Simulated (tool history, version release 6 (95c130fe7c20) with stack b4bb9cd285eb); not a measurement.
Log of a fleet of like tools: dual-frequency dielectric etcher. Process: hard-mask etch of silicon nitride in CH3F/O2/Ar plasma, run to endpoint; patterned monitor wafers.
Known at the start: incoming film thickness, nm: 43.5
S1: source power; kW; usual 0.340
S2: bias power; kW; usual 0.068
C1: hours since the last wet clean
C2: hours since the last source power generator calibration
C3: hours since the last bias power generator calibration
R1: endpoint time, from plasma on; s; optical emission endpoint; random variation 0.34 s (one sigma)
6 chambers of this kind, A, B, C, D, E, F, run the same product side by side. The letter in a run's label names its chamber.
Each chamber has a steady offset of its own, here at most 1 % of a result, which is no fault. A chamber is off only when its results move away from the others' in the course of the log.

| run | hour | S1 | S2 | C1 | C2 | C3 | R1 |
|---|---|---|---|---|---|---|---|
| 1B | 5.2 | 0.340 | 0.068 | 108.1 | 3381.9 | 1472.8 | 69.095 |
| 2A | 7.7 | 0.340 | 0.068 | 311.8 | 2298.9 | 773.3 | 67.473 |
| 3C | 11.2 | 0.340 | 0.068 | 225.6 | 4124.6 | 749.2 | 68.775 |
|  | 13.6 | chamber E: source power generator calibrated |
| 4D | 15.5 | 0.340 | 0.068 | 43.8 | 1283.3 | 715.9 | 68.864 |
| 5F | 18.7 | 0.340 | 0.068 | 358.1 | 1434.3 | 3034.5 | 68.395 |
| 6E | 23.0 | 0.340 | 0.068 | 369.9 | 9.5 | 1237.8 | 68.530 |
| 7A | 26.5 | 0.340 | 0.068 | 330.6 | 2317.7 | 792.1 | 67.265 |
| 8F | 28.9 | 0.340 | 0.068 | 368.3 | 1444.5 | 3044.7 | 69.107 |
| 9B | 33.7 | 0.290 | 0.074 | 136.6 | 3410.4 | 1501.3 | 71.451 |
| 10C | 37.8 | 0.290 | 0.074 | 252.2 | 4151.2 | 775.8 | 70.259 |
| 11D | 41.5 | 0.290 | 0.074 | 69.8 | 1309.3 | 741.9 | 70.761 |
| 12E | 44.8 | 0.290 | 0.074 | 391.7 | 31.3 | 1259.6 | 70.597 |
| 13C | 49.8 | 0.290 | 0.074 | 264.2 | 4163.2 | 787.8 | 70.203 |
| 14A | 53.9 | 0.290 | 0.074 | 358.0 | 2345.1 | 819.5 | 70.210 |
| 15F | 58.6 | 0.340 | 0.057 | 398.0 | 1474.2 | 3074.4 | 72.900 |
| 16D | 62.0 | 0.340 | 0.057 | 90.3 | 1329.8 | 762.4 | 73.032 |
| 17B | 66.6 | 0.340 | 0.057 | 169.5 | 3443.3 | 1534.2 | 73.499 |
| 18E | 70.4 | 0.340 | 0.057 | 417.3 | 56.9 | 1285.2 | 71.868 |
| 19F | 73.2 | 0.340 | 0.057 | 412.6 | 1488.8 | 3089.0 | 73.193 |
| 20D | 78.2 | 0.340 | 0.057 | 106.5 | 1346.0 | 778.6 | 73.157 |
| 21C | 82.5 | 0.340 | 0.068 | 296.9 | 4195.9 | 820.5 | 68.667 |
|  | 85.6 | chamber E: wet clean of the chamber |
| 22B | 87.5 | 0.410 | 0.068 | 190.4 | 3464.2 | 1555.1 | 64.511 |
| 23A | 91.8 | 0.410 | 0.068 | 395.9 | 2383.0 | 857.4 | 63.067 |
| 24E | 96.6 | 0.410 | 0.068 | 11.1 | 83.1 | 1311.4 | 63.306 |
| 25A | 102.1 | 0.410 | 0.068 | 406.2 | 2393.3 | 867.7 | 63.173 |
| 26B | 107.7 | 0.410 | 0.068 | 210.6 | 3484.4 | 1575.3 | 64.259 |
| 27D | 110.6 | 0.410 | 0.068 | 138.9 | 1378.4 | 811.0 | 64.163 |
| 28F | 114.8 | 0.340 | 0.068 | 454.2 | 1530.4 | 3130.6 | 69.078 |
| 29E | 120.2 | 0.340 | 0.055 | 34.7 | 106.7 | 1335.0 | 72.547 |
| 30C | 123.5 | 0.340 | 0.055 | 337.9 | 4236.9 | 861.5 | 75.764 |
| 31B | 127.4 | 0.340 | 0.055 | 230.3 | 3504.1 | 1595.0 | 74.015 |
| 32D | 130.7 | 0.340 | 0.055 | 159.0 | 1398.5 | 831.1 | 73.800 |
|  | 133.0 | chamber F: wet clean of the chamber |
| 33E | 135.8 | 0.340 | 0.055 | 50.3 | 122.3 | 1350.6 | 73.979 |
| 34C | 138.6 | 0.340 | 0.055 | 353.0 | 4252.0 | 876.6 | 76.057 |
| 35A | 141.6 | 0.340 | 0.068 | 445.7 | 2432.8 | 907.2 | 68.046 |
| 36F | 144.7 | 0.340 | 0.068 | 11.8 | 1560.3 | 3160.5 | 69.171 |
| 37E | 149.4 | 0.340 | 0.068 | 63.9 | 135.9 | 1364.2 | 68.090 |
| 38A | 153.2 | 0.340 | 0.068 | 457.3 | 2444.4 | 918.8 | 67.836 |

What goes on in this fleet: one chamber off, a drifting gauge, or nothing beyond the chambers' own small offsets? Name the chamber and the cause, if any.

Chamber C drifts away from the others.
Cause: etch rate under this chamber's usual, % = 3.97.

Here are 4 candidates for chamber C's next run, each the usual settings with a change, their results left as question marks. Which one brings its results back in line with what the others give on the usual settings?
In line means no further than this from the other chambers' mean on the usual settings: R1 1.200 s
| 39C-1 | 157.2 | 0.270 | 0.068 |  |  |  | ? |
| 39C-2 | 157.2 | 0.380 | 0.068 |  |  |  | ? |
| 39C-3 | 157.2 | 0.310 | 0.068 |  |  |  | ? |
| 39C-4 | 157.2 | 0.380 | 0.076 |  |  |  | ? |

The other chambers' mean on the usual settings: R1 68.512 s
| run | R1 |
|---|---|
| 39C-1 | 77.760 |
| 39C-2 | 68.307 |
| 39C-3 | 73.800 |
| 39C-4 | 65.714 |
39C-2 brings the chamber back in line.
